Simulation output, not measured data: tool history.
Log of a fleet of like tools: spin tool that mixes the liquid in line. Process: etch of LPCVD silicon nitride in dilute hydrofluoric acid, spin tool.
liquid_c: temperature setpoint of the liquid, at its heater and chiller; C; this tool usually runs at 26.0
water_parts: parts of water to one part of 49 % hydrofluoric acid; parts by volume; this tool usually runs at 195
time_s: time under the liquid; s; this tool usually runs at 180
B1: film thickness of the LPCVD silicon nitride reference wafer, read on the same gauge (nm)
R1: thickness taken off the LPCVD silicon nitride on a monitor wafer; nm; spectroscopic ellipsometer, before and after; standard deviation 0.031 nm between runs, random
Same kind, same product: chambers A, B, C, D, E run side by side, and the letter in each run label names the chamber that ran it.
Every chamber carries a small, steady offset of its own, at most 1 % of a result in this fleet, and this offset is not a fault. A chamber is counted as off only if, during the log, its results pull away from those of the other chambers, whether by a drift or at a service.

Run 1E, hour 10.7: usual settings; B1 79.992. Result: R1 0.48834 nm.
Run 2C, hour 18.1: usual settings; B1 80.008. Result: R1 0.57590 nm.
Run 3D, hour 27.3: usual settings; B1 80.011. Result: R1 0.53953 nm.
Run 4A, hour 34.9: usual settings; B1 80.011. Result: R1 0.53430 nm.
Run 5B, hour 45.2: usual settings; B1 79.991. Result: R1 0.53326 nm.
Run 6C, hour 54.4: usual settings; B1 79.993. Result: R1 0.52740 nm.
Run 7D, hour 62.2: usual settings; B1 79.980. Result: R1 0.55181 nm.
Run 8A, hour 68.9: usual settings; B1 79.989. Result: R1 0.52016 nm.
Run 9E, hour 77.2: usual settings; B1 79.982. Result: R1 0.53046 nm.
Run 10B, hour 82.6: usual settings; B1 80.012. Result: R1 0.57524 nm.
Run 11D, hour 91.0: usual settings; B1 80.012. Result: R1 0.56768 nm.
Run 12B, hour 99.5: usual settings but time_s 115 s; B1 80.002. Result: R1 0.34464 nm.
Run 13A, hour 107.4: usual settings but time_s 115 s; B1 80.013. Result: R1 0.34080 nm.
Run 14C, hour 114.7: usual settings but time_s 115 s; B1 80.009. Result: R1 0.31188 nm.
At hour 115.3: chamber D: hydrofluoric acid flow meter replaced.
Run 15E, hour 119.7: usual settings but time_s 115 s; B1 80.028. Result: R1 0.31891 nm.
Run 16B, hour 124.7: usual settings but time_s 115 s; B1 80.011. Result: R1 0.35791 nm.
Run 17E, hour 129.7: usual settings; B1 80.011. Result: R1 0.54281 nm.
Run 18A, hour 136.5: usual settings; B1 80.000. Result: R1 0.50041 nm.
Run 19D, hour 144.3: usual settings; B1 80.006. Result: R1 0.55323 nm.
Run 20C, hour 151.3: usual settings but liquid_c 30.0 C; B1 79.982. Result: R1 0.71153 nm.
Run 21A, hour 157.8: usual settings but liquid_c 30.0 C; B1 79.993. Result: R1 0.70009 nm.
Run 22E, hour 166.1: usual settings but liquid_c 30.0 C; B1 80.001. Result: R1 0.65277 nm.
Run 23B, hour 176.0: usual settings but liquid_c 30.0 C; B1 80.013. Result: R1 0.72928 nm.
Run 24D, hour 184.9: usual settings but liquid_c 30.0 C; B1 80.003. Result: R1 0.69077 nm.
Run 25C, hour 189.7: usual settings; B1 80.014. Result: R1 0.55625 nm.
At hour 197.6: chamber C: thermometer replaced.
Run 26C, hour 198.3: usual settings but liquid_c 29.5 C, water_parts 230 parts by volume; B1 79.995. Result: R1 0.57012 nm.
Run 27B, hour 207.3: usual settings but liquid_c 29.5 C, water_parts 230 parts by volume; B1 79.975. Result: R1 0.55627 nm.
Run 28E, hour 216.3: usual settings but liquid_c 29.5 C, water_parts 230 parts by volume; B1 80.012. Result: R1 0.57609 nm.
Run 29A, hour 222.7: usual settings but liquid_c 29.5 C, water_parts 230 parts by volume; B1 80.008. Result: R1 0.53992 nm.
Run 30D, hour 232.2: usual settings but liquid_c 29.5 C, water_parts 230 parts by volume; B1 79.981. Result: R1 0.57854 nm.
Run 31C, hour 239.8: usual settings; B1 80.020. Result: R1 0.53433 nm.
Run 32E, hour 247.9: usual settings; B1 79.994. Result: R1 0.48484 nm.
Run 33D, hour 255.1: usual settings; B1 79.993. Result: R1 0.53857 nm.
Run 34A, hour 261.1: usual settings; B1 80.020. Result: R1 0.57017 nm.
Run 35B, hour 271.0: usual settings; B1 79.984. Result: R1 0.54528 nm.

One chamber off, gauge drift, or nothing amiss beyond the chambers' own small offsets? If it is a chamber, which one, and what is the likeliest cause?

The fleet is healthy, with each chamber sitting at its usual small offset and no drift in the gauge.
